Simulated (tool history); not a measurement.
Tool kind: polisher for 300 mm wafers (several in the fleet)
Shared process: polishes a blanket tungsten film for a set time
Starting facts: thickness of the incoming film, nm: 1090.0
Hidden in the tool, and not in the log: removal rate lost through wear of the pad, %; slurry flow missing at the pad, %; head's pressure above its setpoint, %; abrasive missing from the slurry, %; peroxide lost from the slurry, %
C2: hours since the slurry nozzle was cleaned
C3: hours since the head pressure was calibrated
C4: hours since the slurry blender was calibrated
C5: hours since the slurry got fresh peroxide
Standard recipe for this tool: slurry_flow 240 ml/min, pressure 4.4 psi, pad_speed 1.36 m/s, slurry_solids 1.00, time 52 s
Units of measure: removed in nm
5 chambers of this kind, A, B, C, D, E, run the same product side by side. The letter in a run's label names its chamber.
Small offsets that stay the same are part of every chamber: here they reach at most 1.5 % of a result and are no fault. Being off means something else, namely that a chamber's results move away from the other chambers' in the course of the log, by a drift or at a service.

{"hour": 6.7, "done": "chamber C: slurry tank refilled with fresh slurry and peroxide"}
{"run": "1E", "hour": 12.6, "slurry_flow": 240, "pressure": 4.4, "pad_speed": 1.36, "slurry_solids": 1.0, "time": 52, "wafers polished on this pad": 212, "C2": 260.0, "C3": 60.5, "C4": 248.3, "C5": 118.7, "removed": 399.34}
{"hour": 13.4, "done": "chamber D: slurry tank refilled with fresh slurry and peroxide"}
{"hour": 14.8, "done": "chamber A: worn pad replaced by a new one"}
{"hour": 22.1, "done": "chamber A: slurry tank refilled with fresh slurry and peroxide"}
{"run": "2A", "hour": 22.3, "slurry_flow": 240, "pressure": 4.4, "pad_speed": 1.36, "slurry_solids": 1.0, "time": 52, "wafers polished on this pad": 98, "C2": 81.7, "C3": 768.1, "C4": 398.8, "C5": 0.2, "removed": 421.81}
{"hour": 26.3, "done": "chamber D: slurry blender recalibrated"}
{"run": "3C", "hour": 31.4, "slurry_flow": 240, "pressure": 4.4, "pad_speed": 1.36, "slurry_solids": 1.0, "time": 52, "wafers polished on this pad": 870, "C2": 731.3, "C3": 829.7, "C4": 122.0, "C5": 24.8, "removed": 411.11}
{"run": "4B", "hour": 38.4, "slurry_flow": 240, "pressure": 4.4, "pad_speed": 1.36, "slurry_solids": 1.0, "time": 52, "wafers polished on this pad": 870, "C2": 593.2, "C3": 47.6, "C4": 127.8, "C5": 59.1, "removed": 413.99}
{"hour": 39.9, "done": "chamber B: slurry blender recalibrated"}
{"hour": 40.0, "done": "chamber C: slurry nozzle cleaned"}
{"hour": 40.2, "done": "chamber B: slurry tank refilled with fresh slurry and peroxide"}
{"hour": 41.1, "done": "chamber C: worn pad replaced by a new one"}
{"hour": 45.5, "done": "chamber D: worn pad replaced by a new one"}
{"run": "5D", "hour": 52.7, "slurry_flow": 240, "pressure": 4.4, "pad_speed": 1.36, "slurry_solids": 1.0, "time": 52, "wafers polished on this pad": 94, "C2": 162.5, "C3": 560.7, "C4": 26.5, "C5": 39.3, "removed": 410.68}
{"run": "6C", "hour": 61.9, "slurry_flow": 240, "pressure": 4.4, "pad_speed": 1.36, "slurry_solids": 1.0, "time": 52, "wafers polished on this pad": 269, "C2": 21.9, "C3": 860.2, "C4": 152.5, "C5": 55.3, "removed": 413.3}
{"hour": 69.5, "done": "chamber E: slurry tank refilled with fresh slurry and peroxide"}
{"run": "7D", "hour": 70.9, "slurry_flow": 240, "pressure": 4.4, "pad_speed": 1.36, "slurry_solids": 1.0, "time": 52, "wafers polished on this pad": 330, "C2": 180.7, "C3": 578.9, "C4": 44.7, "C5": 57.5, "removed": 414.16}
{"hour": 75.5, "done": "chamber E: worn pad replaced by a new one"}
{"run": "8A", "hour": 81.9, "slurry_flow": 240, "pressure": 4.4, "pad_speed": 1.52, "slurry_solids": 1.0, "time": 52, "wafers polished on this pad": 870, "C2": 141.3, "C3": 827.7, "C4": 458.4, "C5": 59.8, "removed": 462.76}
{"hour": 87.9, "done": "chamber C: slurry tank refilled with fresh slurry and peroxide"}
{"hour": 87.9, "done": "chamber A: slurry blender recalibrated"}
{"run": "9B", "hour": 90.8, "slurry_flow": 240, "pressure": 4.4, "pad_speed": 1.52, "slurry_solids": 1.0, "time": 52, "wafers polished on this pad": 1549, "C2": 645.6, "C3": 100.0, "C4": 50.9, "C5": 50.7, "removed": 473.51}
{"hour": 99.5, "done": "chamber B: worn pad replaced by a new one"}
{"run": "10E", "hour": 103.1, "slurry_flow": 240, "pressure": 4.4, "pad_speed": 1.52, "slurry_solids": 1.0, "time": 52, "wafers polished on this pad": 357, "C2": 350.5, "C3": 151.0, "C4": 338.8, "C5": 33.6, "removed": 456.47}
{"hour": 106.9, "done": "chamber D: head pressure recalibrated"}
{"hour": 108.3, "done": "chamber B: slurry tank refilled with fresh slurry and peroxide"}
{"hour": 112.2, "done": "chamber C: worn pad replaced by a new one"}
{"run": "11D", "hour": 112.9, "slurry_flow": 240, "pressure": 4.4, "pad_speed": 1.52, "slurry_solids": 1.0, "time": 52, "wafers polished on this pad": 874, "C2": 222.7, "C3": 6.0, "C4": 86.7, "C5": 99.5, "removed": 454.34}
{"hour": 120.4, "done": "chamber A: worn pad replaced by a new one"}
{"run": "12B", "hour": 125.4, "slurry_flow": 240, "pressure": 4.4, "pad_speed": 1.52, "slurry_solids": 1.0, "time": 52, "wafers polished on this pad": 335, "C2": 680.2, "C3": 134.6, "C4": 85.5, "C5": 17.1, "removed": 465.33}
{"run": "13C", "hour": 134.3, "slurry_flow": 240, "pressure": 4.4, "pad_speed": 1.5, "slurry_solids": 0.85, "time": 52, "wafers polished on this pad": 286, "C2": 94.3, "C3": 932.6, "C4": 224.9, "C5": 46.5, "removed": 438.5}
{"hour": 141.2, "done": "chamber D: slurry nozzle cleaned"}
{"hour": 142.1, "done": "chamber E: worn pad replaced by a new one"}
{"run": "14A", "hour": 147.0, "slurry_flow": 240, "pressure": 4.4, "pad_speed": 1.5, "slurry_solids": 0.85, "time": 52, "wafers polished on this pad": 345, "C2": 206.4, "C3": 892.8, "C4": 59.2, "C5": 124.9, "removed": 440.06}
{"hour": 150.3, "done": "chamber D: slurry tank refilled with fresh slurry and peroxide"}
{"hour": 151.3, "done": "chamber B: slurry blender recalibrated"}
{"run": "15E", "hour": 154.9, "slurry_flow": 240, "pressure": 4.4, "pad_speed": 1.5, "slurry_solids": 0.85, "time": 52, "wafers polished on this pad": 166, "C2": 402.3, "C3": 202.8, "C4": 390.6, "C5": 85.4, "removed": 432.44}
{"hour": 156.3, "done": "chamber D: worn pad replaced by a new one"}
{"hour": 160.4, "done": "chamber C: slurry tank refilled with fresh slurry and peroxide"}
{"run": "16C", "hour": 161.2, "slurry_flow": 240, "pressure": 4.4, "pad_speed": 1.5, "slurry_solids": 0.85, "time": 52, "wafers polished on this pad": 635, "C2": 121.2, "C3": 959.5, "C4": 251.8, "C5": 0.8, "removed": 430.04}
{"run": "17E", "hour": 173.0, "slurry_flow": 240, "pressure": 4.4, "pad_speed": 1.5, "slurry_solids": 0.85, "time": 52, "wafers polished on this pad": 400, "C2": 420.4, "C3": 220.9, "C4": 408.7, "C5": 103.5, "removed": 433.48}
{"hour": 175.2, "done": "chamber A: slurry tank refilled with fresh slurry and peroxide"}
{"hour": 178.9, "done": "chamber D: slurry blender recalibrated"}
{"hour": 184.1, "done": "chamber B: slurry nozzle cleaned"}
{"hour": 184.4, "done": "chamber B: slurry tank refilled with fresh slurry and peroxide"}
{"hour": 186.4, "done": "chamber C: worn pad replaced by a new one"}
{"run": "18D", "hour": 187.3, "slurry_flow": 240, "pressure": 4.4, "pad_speed": 1.36, "slurry_solids": 1.0, "time": 52, "wafers polished on this pad": 402, "C2": 46.1, "C3": 80.4, "C4": 8.5, "C5": 37.0, "removed": 409.98}
{"hour": 196.8, "done": "chamber A: slurry nozzle cleaned"}
{"run": "19B", "hour": 199.6, "slurry_flow": 240, "pressure": 4.4, "pad_speed": 1.36, "slurry_solids": 1.0, "time": 52, "wafers polished on this pad": 1296, "C2": 15.5, "C3": 208.8, "C4": 48.4, "C5": 15.3, "removed": 415.87}
{"run": "20A", "hour": 207.8, "slurry_flow": 240, "pressure": 4.4, "pad_speed": 1.36, "slurry_solids": 1.0, "time": 52, "wafers polished on this pad": 1132, "C2": 11.1, "C3": 953.6, "C4": 120.0, "C5": 32.6, "removed": 419.11}
{"hour": 208.1, "done": "chamber A: worn pad replaced by a new one"}
{"hour": 208.2, "done": "chamber E: worn pad replaced by a new one"}
{"hour": 208.8, "done": "chamber B: worn pad replaced by a new one"}
{"hour": 209.7, "done": "chamber C: slurry blender recalibrated"}
{"hour": 212.6, "done": "chamber E: slurry blender recalibrated"}
{"run": "21C", "hour": 216.2, "slurry_flow": 240, "pressure": 4.4, "pad_speed": 1.36, "slurry_solids": 1.0, "time": 52, "wafers polished on this pad": 385, "C2": 176.2, "C3": 1014.5, "C4": 6.5, "C5": 55.8, "removed": 406.08}
{"run": "22E", "hour": 223.1, "slurry_flow": 240, "pressure": 4.4, "pad_speed": 1.36, "slurry_solids": 1.0, "time": 52, "wafers polished on this pad": 193, "C2": 470.5, "C3": 271.0, "C4": 10.5, "C5": 153.6, "removed": 409.35}
{"hour": 223.7, "done": "chamber A: head pressure recalibrated"}
{"hour": 224.0, "done": "chamber C: slurry tank refilled with fresh slurry and peroxide"}
{"run": "23B", "hour": 230.4, "slurry_flow": 240, "pressure": 4.4, "pad_speed": 1.36, "slurry_solids": 1.0, "time": 52, "wafers polished on this pad": 279, "C2": 46.3, "C3": 239.6, "C4": 79.2, "C5": 46.1, "removed": 417.14}
{"run": "24A", "hour": 239.7, "slurry_flow": 240, "pressure": 4.4, "pad_speed": 1.36, "slurry_solids": 1.0, "time": 52, "wafers polished on this pad": 410, "C2": 43.0, "C3": 16.1, "C4": 151.9, "C5": 64.5, "removed": 413.65}
{"hour": 246.7, "done": "chamber E: slurry tank refilled with fresh slurry and peroxide"}
{"run": "25D", "hour": 247.9, "slurry_flow": 240, "pressure": 4.4, "pad_speed": 1.36, "slurry_solids": 1.0, "time": 52, "wafers polished on this pad": 1187, "C2": 106.7, "C3": 141.0, "C4": 69.1, "C5": 97.6, "removed": 408.53}
{"hour": 251.8, "done": "chamber C: worn pad replaced by a new one"}
{"run": "26D", "hour": 255.5, "slurry_flow": 240, "pressure": 4.4, "pad_speed": 1.36, "slurry_solids": 1.0, "time": 52, "wafers polished on this pad": 1285, "C2": 114.3, "C3": 148.6, "C4": 76.7, "C5": 105.2, "removed": 411.66}
{"hour": 255.8, "done": "chamber D: worn pad replaced by a new one"}
{"hour": 263.0, "done": "chamber B: slurry tank refilled with fresh slurry and peroxide"}
{"run": "27B", "hour": 263.0, "slurry_flow": 195, "pressure": 5.2, "pad_speed": 1.36, "slurry_solids": 1.0, "time": 52, "wafers polished on this pad": 702, "C2": 78.9, "C3": 272.2, "C4": 111.8, "C5": 0.1, "removed": 481.91}
{"run": "28A", "hour": 272.1, "slurry_flow": 195, "pressure": 5.2, "pad_speed": 1.36, "slurry_solids": 1.0, "time": 52, "wafers polished on this pad": 829, "C2": 75.4, "C3": 48.5, "C4": 184.3, "C5": 96.9, "removed": 481.78}
{"hour": 277.5, "done": "chamber E: worn pad replaced by a new one"}
{"run": "29C", "hour": 279.4, "slurry_flow": 195, "pressure": 5.2, "pad_speed": 1.36, "slurry_solids": 1.0, "time": 52, "wafers polished on this pad": 358, "C2": 239.4, "C3": 1077.7, "C4": 69.7, "C5": 55.4, "removed": 473.53}
{"hour": 282.9, "done": "chamber B: slurry blender recalibrated"}
{"hour": 287.4, "done": "chamber C: slurry tank refilled with fresh slurry and peroxide"}
{"hour": 290.1, "done": "chamber D: slurry tank refilled with fresh slurry and peroxide"}
{"run": "30E", "hour": 290.1, "slurry_flow": 195, "pressure": 5.2, "pad_speed": 1.36, "slurry_solids": 1.0, "time": 52, "wafers polished on this pad": 164, "C2": 537.5, "C3": 338.0, "C4": 77.5, "C5": 43.4, "removed": 466.24}
{"hour": 297.6, "done": "chamber A: worn pad replaced by a new one"}
{"run": "31E", "hour": 299.6, "slurry_flow": 195, "pressure": 5.2, "pad_speed": 1.36, "slurry_solids": 1.0, "time": 52, "wafers polished on this pad": 287, "C2": 547.0, "C3": 347.5, "C4": 87.0, "C5": 52.9, "removed": 466.15}
{"hour": 304.5, "done": "chamber A: slurry tank refilled with fresh slurry and peroxide"}
{"run": "32D", "hour": 306.2, "slurry_flow": 240, "pressure": 4.4, "pad_speed": 1.36, "slurry_solids": 1.0, "time": 52, "wafers polished on this pad": 653, "C2": 165.0, "C3": 199.3, "C4": 127.4, "C5": 16.1, "removed": 411.13}
{"run": "33C", "hour": 313.0, "slurry_flow": 240, "pressure": 4.4, "pad_speed": 1.36, "slurry_solids": 1.0, "time": 52, "wafers polished on this pad": 793, "C2": 273.0, "C3": 1111.3, "C4": 103.3, "C5": 25.6, "removed": 415.39}
{"hour": 319.8, "done": "chamber B: worn pad replaced by a new one"}
{"hour": 325.6, "done": "chamber B: slurry tank refilled with fresh slurry and peroxide"}
{"run": "34B", "hour": 326.0, "slurry_flow": 240, "pressure": 4.4, "pad_speed": 1.36, "slurry_solids": 1.0, "time": 52, "wafers polished on this pad": 80, "C2": 141.9, "C3": 335.2, "C4": 43.1, "C5": 0.5, "removed": 421.45}
{"run": "35A", "hour": 333.5, "slurry_flow": 240, "pressure": 4.4, "pad_speed": 1.36, "slurry_solids": 1.0, "time": 52, "wafers polished on this pad": 465, "C2": 136.8, "C3": 109.9, "C4": 245.7, "C5": 29.0, "removed": 413.9}
{"run": "36E", "hour": 346.6, "slurry_flow": 240, "pressure": 4.4, "pad_speed": 1.36, "slurry_solids": 1.0, "time": 52, "wafers polished on this pad": 896, "C2": 594.0, "C3": 394.5, "C4": 134.0, "C5": 99.9, "removed": 404.04}

For the next run the whole fleet of 5 chambers uses the same settings. Give each chamber's results:
{"run": "37A", "hour": 356.9, "slurry_flow": 240, "pressure": 4.4, "pad_speed": 1.36, "slurry_solids": 1.2, "time": 52, "removed": "?"}
{"run": "37B", "hour": 356.9, "slurry_flow": 240, "pressure": 4.4, "pad_speed": 1.36, "slurry_solids": 1.2, "time": 52, "removed": "?"}
{"run": "37C", "hour": 356.9, "slurry_flow": 240, "pressure": 4.4, "pad_speed": 1.36, "slurry_solids": 1.2, "time": 52, "removed": "?"}
{"run": "37D", "hour": 356.9, "slurry_flow": 240, "pressure": 4.4, "pad_speed": 1.36, "slurry_solids": 1.2, "time": 52, "removed": "?"}
{"run": "37E", "hour": 356.9, "slurry_flow": 240, "pressure": 4.4, "pad_speed": 1.36, "slurry_solids": 1.2, "time": 52, "removed": "?"}

run=37A removed=439.22
run=37B removed=438.69
run=37C removed=427.49
run=37D removed=426.81
run=37E removed=426.82
